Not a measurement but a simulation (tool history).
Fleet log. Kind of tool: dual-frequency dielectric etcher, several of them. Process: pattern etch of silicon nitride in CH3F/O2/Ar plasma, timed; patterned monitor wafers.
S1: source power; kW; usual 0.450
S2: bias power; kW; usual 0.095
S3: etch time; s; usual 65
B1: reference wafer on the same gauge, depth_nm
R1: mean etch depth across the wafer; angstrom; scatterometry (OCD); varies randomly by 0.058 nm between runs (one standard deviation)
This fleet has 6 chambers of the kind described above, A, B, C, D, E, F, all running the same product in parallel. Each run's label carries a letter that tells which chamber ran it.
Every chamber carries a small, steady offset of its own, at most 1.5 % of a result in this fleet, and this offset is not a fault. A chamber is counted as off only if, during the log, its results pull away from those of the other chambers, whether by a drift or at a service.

Run 1C, hour 2.3: usual settings; B1 51.010. Result: R1 519.85 angstrom.
Run 2A, hour 5.5: usual settings; B1 51.009. Result: R1 517.14 angstrom.
Run 3E, hour 9.8: usual settings; B1 51.010. Result: R1 524.77 angstrom.
Run 4D, hour 14.0: usual settings; B1 51.024. Result: R1 526.43 angstrom.
Run 5F, hour 17.6: usual settings; B1 51.046. Result: R1 525.28 angstrom.
Run 6B, hour 21.2: usual settings; B1 51.039. Result: R1 524.88 angstrom.
Run 7A, hour 23.2: usual settings; B1 51.056. Result: R1 517.83 angstrom.
Run 8C, hour 27.0: usual settings; B1 51.050. Result: R1 520.86 angstrom.
Run 9F, hour 29.8: usual settings; B1 51.049. Result: R1 524.40 angstrom.
Run 10E, hour 33.5: usual settings; B1 51.056. Result: R1 526.33 angstrom.
Run 11D, hour 36.9: usual settings; B1 51.078. Result: R1 526.39 angstrom.
Run 12B, hour 38.9: usual settings; B1 51.065. Result: R1 524.94 angstrom.
Run 13A, hour 42.5: usual settings; B1 51.094. Result: R1 517.66 angstrom.
Run 14C, hour 46.1: usual settings; B1 51.084. Result: R1 521.13 angstrom.
Run 15B, hour 48.6: usual settings; B1 51.080. Result: R1 524.82 angstrom.
Run 16F, hour 52.2: usual settings; B1 51.089. Result: R1 525.43 angstrom.
Run 17D, hour 56.2: usual settings; B1 51.092. Result: R1 526.86 angstrom.
Run 18E, hour 60.2: usual settings; B1 51.107. Result: R1 526.80 angstrom.
Run 19C, hour 63.8: usual settings; B1 51.123. Result: R1 521.96 angstrom.
Run 20D, hour 66.1: usual settings; B1 51.120. Result: R1 527.52 angstrom.
Run 21A, hour 70.3: usual settings; B1 51.136. Result: R1 519.56 angstrom.
Run 22B, hour 74.3: usual settings; B1 51.130. Result: R1 526.04 angstrom.
At hour 74.7: chamber D: wet clean of the chamber.
Run 23F, hour 76.4: usual settings; B1 51.148. Result: R1 525.88 angstrom.
Run 24E, hour 79.9: usual settings but S1 0.510 kW; B1 51.144. Result: R1 552.16 angstrom.
Run 25D, hour 82.5: usual settings but S1 0.510 kW; B1 51.159. Result: R1 551.04 angstrom.
At hour 83.8: chamber C: wet clean of the chamber.
Run 26B, hour 85.8: usual settings but S1 0.510 kW; B1 51.163. Result: R1 551.73 angstrom.
Run 27F, hour 87.7: usual settings but S1 0.510 kW; B1 51.164. Result: R1 552.46 angstrom.
Run 28E, hour 89.5: usual settings but S1 0.510 kW; B1 51.178. Result: R1 551.67 angstrom.
Run 29A, hour 92.3: usual settings but S1 0.510 kW; B1 51.176. Result: R1 544.46 angstrom.
Run 30C, hour 94.9: usual settings; B1 51.167. Result: R1 521.97 angstrom.
Run 31A, hour 97.8: usual settings; B1 51.190. Result: R1 519.65 angstrom.
Run 32E, hour 101.9: usual settings; B1 51.202. Result: R1 525.91 angstrom.
Run 33D, hour 105.2: usual settings; B1 51.189. Result: R1 528.28 angstrom.
Run 34B, hour 109.0: usual settings; B1 51.213. Result: R1 526.14 angstrom.
Run 35F, hour 111.2: usual settings but S2 0.076 kW; B1 51.213. Result: R1 485.35 angstrom.
Run 36C, hour 113.3: usual settings but S2 0.076 kW; B1 51.214. Result: R1 483.59 angstrom.
Run 37A, hour 117.6: usual settings but S2 0.076 kW; B1 51.222. Result: R1 480.22 angstrom.

Predict what each chamber gives when all 6 of them run the settings below next.
Run 38A, hour 120.7: usual settings but S3 80 s. Result: R1 ?.
Run 38B, hour 120.7: usual settings but S3 80 s. Result: R1 ?.
Run 38C, hour 120.7: usual settings but S3 80 s. Result: R1 ?.
Run 38D, hour 120.7: usual settings but S3 80 s. Result: R1 ?.
Run 38E, hour 120.7: usual settings but S3 80 s. Result: R1 ?.
Run 38F, hour 120.7: usual settings but S3 80 s. Result: R1 ?.

run      R1
38A  639.93
38B  648.38
38C  643.87
38D  648.95
38E  648.49
38F  648.73
